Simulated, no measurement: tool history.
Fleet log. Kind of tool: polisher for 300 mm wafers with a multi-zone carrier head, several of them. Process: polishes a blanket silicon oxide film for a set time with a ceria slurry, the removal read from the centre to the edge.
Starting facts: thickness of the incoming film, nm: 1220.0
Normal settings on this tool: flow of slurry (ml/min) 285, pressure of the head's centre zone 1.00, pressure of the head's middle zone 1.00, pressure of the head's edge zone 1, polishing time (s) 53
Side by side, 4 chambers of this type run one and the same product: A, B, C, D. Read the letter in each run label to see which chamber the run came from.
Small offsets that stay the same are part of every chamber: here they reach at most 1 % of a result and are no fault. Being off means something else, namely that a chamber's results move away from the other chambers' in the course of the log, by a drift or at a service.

| run | hour | flow of slurry (ml/min) | pressure of the head's centre zone | pressure of the head's middle zone | pressure of the head's edge zone | polishing time (s) | wafers polished on this pad | hours since the slurry nozzle was cleaned | hours since the centre zone pressure was calibrated | hours since the edge zone pressure was calibrated | film removed at the wafer's centre (angstrom) | film removed at mid-radius (angstrom) | film removed at the wafer's edge (angstrom) |
|---|---|---|---|---|---|---|---|---|---|---|---|---|---|
|  | 1.3 | chamber D: worn pad replaced by a new one |
| 1A | 9.2 | 285 | 1.00 | 1.00 | 1 | 53 | 445 | 196.2 | 540.8 | 206.8 | 2753.2 | 2736.8 | 2741.8 |
| 2C | 19.3 | 285 | 1.00 | 1.00 | 1 | 53 | 286 | 369.4 | 46.1 | 402.3 | 2765.3 | 2702.6 | 2709.0 |
| 3B | 27.8 | 285 | 1.00 | 1.00 | 1 | 53 | 534 | 307.6 | 391.1 | 311.2 | 2774.2 | 2760.8 | 2723.2 |
|  | 28.9 | chamber B: worn pad replaced by a new one |
|  | 29.0 | chamber A: worn pad replaced by a new one |
| 4D | 32.8 | 285 | 1.00 | 1.00 | 1 | 53 | 325 | 325.9 | 398.2 | 931.5 | 2696.5 | 2712.1 | 2755.6 |
| 5A | 43.8 | 285 | 1.00 | 1.00 | 1 | 53 | 153 | 230.8 | 575.4 | 241.4 | 2688.2 | 2717.4 | 2694.7 |
|  | 51.3 | chamber C: slurry nozzle cleaned |
| 6D | 52.5 | 285 | 1.00 | 1.00 | 1 | 53 | 529 | 345.6 | 417.9 | 951.2 | 2709.0 | 2714.7 | 2721.2 |
| 7B | 63.7 | 285 | 1.00 | 1.00 | 1 | 53 | 359 | 343.5 | 427.0 | 347.1 | 2767.3 | 2723.1 | 2749.6 |
| 8C | 72.5 | 285 | 1.00 | 1.00 | 1 | 53 | 836 | 21.3 | 99.3 | 455.5 | 2753.5 | 2715.9 | 2765.2 |
|  | 78.9 | chamber D: worn pad replaced by a new one |
|  | 81.8 | chamber B: worn pad replaced by a new one |
| 9A | 82.2 | 285 | 1.00 | 1.00 | 1 | 53 | 550 | 269.2 | 613.8 | 279.8 | 2710.0 | 2713.1 | 2707.2 |
| 10C | 91.1 | 285 | 1.00 | 1.00 | 1 | 53 | 1029 | 39.9 | 117.9 | 474.1 | 2795.7 | 2744.3 | 2737.7 |
|  | 91.6 | chamber A: worn pad replaced by a new one |
| 11D | 100.8 | 285 | 1.00 | 1.00 | 1 | 53 | 227 | 393.9 | 466.2 | 999.5 | 2747.4 | 2689.6 | 2742.3 |
|  | 101.1 | chamber A: centre zone pressure recalibrated |
|  | 109.2 | chamber C: worn pad replaced by a new one |
| 12B | 110.0 | 285 | 1.00 | 1.00 | 1 | 53 | 292 | 389.8 | 473.3 | 393.4 | 2723.4 | 2752.0 | 2742.7 |
| 13D | 118.9 | 285 | 1.00 | 1.00 | 1 | 36 | 414 | 412.0 | 484.3 | 1017.6 | 1835.4 | 1830.6 | 1856.2 |
| 14A | 124.1 | 285 | 1.00 | 1.00 | 1 | 36 | 336 | 311.1 | 23.0 | 321.7 | 1878.1 | 1837.7 | 1854.4 |
| 15C | 129.3 | 285 | 1.00 | 1.00 | 1 | 36 | 208 | 78.1 | 156.1 | 512.3 | 1894.0 | 1830.7 | 1835.8 |
|  | 136.4 | chamber B: worn pad replaced by a new one |
| 16B | 138.6 | 285 | 1.00 | 1.00 | 1 | 36 | 23 | 418.4 | 501.9 | 422.0 | 1872.7 | 1873.8 | 1839.0 |
|  | 138.9 | chamber D: worn pad replaced by a new one |
| 17C | 146.3 | 285 | 1.00 | 1.00 | 1 | 53 | 383 | 95.1 | 173.1 | 529.3 | 2733.0 | 2734.6 | 2704.8 |
| 18D | 152.1 | 285 | 1.00 | 1.00 | 1 | 53 | 137 | 445.2 | 517.5 | 1050.8 | 2709.4 | 2700.3 | 2768.2 |
|  | 152.6 | chamber A: worn pad replaced by a new one |
| 19A | 161.5 | 285 | 0.90 | 1.00 | 1 | 41 | 92 | 348.5 | 60.4 | 359.1 | 1909.2 | 2105.1 | 2092.1 |
| 20B | 171.1 | 285 | 0.90 | 1.00 | 1 | 41 | 359 | 450.9 | 534.4 | 454.5 | 1871.8 | 2133.7 | 2110.3 |
|  | 171.9 | chamber D: edge zone pressure recalibrated |
| 21A | 180.3 | 285 | 0.90 | 1.00 | 1 | 41 | 287 | 367.3 | 79.2 | 377.9 | 1909.1 | 2093.6 | 2102.5 |
| 22D | 190.2 | 285 | 0.90 | 1.00 | 1 | 41 | 530 | 483.3 | 555.6 | 18.3 | 1886.3 | 2084.5 | 2102.2 |
|  | 191.2 | chamber B: worn pad replaced by a new one |
| 23C | 198.9 | 285 | 1.04 | 0.94 | 1 | 53 | 927 | 147.7 | 225.7 | 581.9 | 2895.5 | 2559.1 | 2739.9 |
|  | 204.5 | chamber B: slurry nozzle cleaned |
| 24B | 209.0 | 285 | 1.04 | 0.94 | 1 | 53 | 185 | 4.6 | 572.3 | 492.4 | 2870.0 | 2600.0 | 2738.2 |

Does one chamber stand apart from the rest, does the shared gauge drift, or is all well apart from small per-chamber offsets? Give the chamber and the most likely cause, where there is one.

No chamber stands off beyond its own small offset, and the gauge holds steady.

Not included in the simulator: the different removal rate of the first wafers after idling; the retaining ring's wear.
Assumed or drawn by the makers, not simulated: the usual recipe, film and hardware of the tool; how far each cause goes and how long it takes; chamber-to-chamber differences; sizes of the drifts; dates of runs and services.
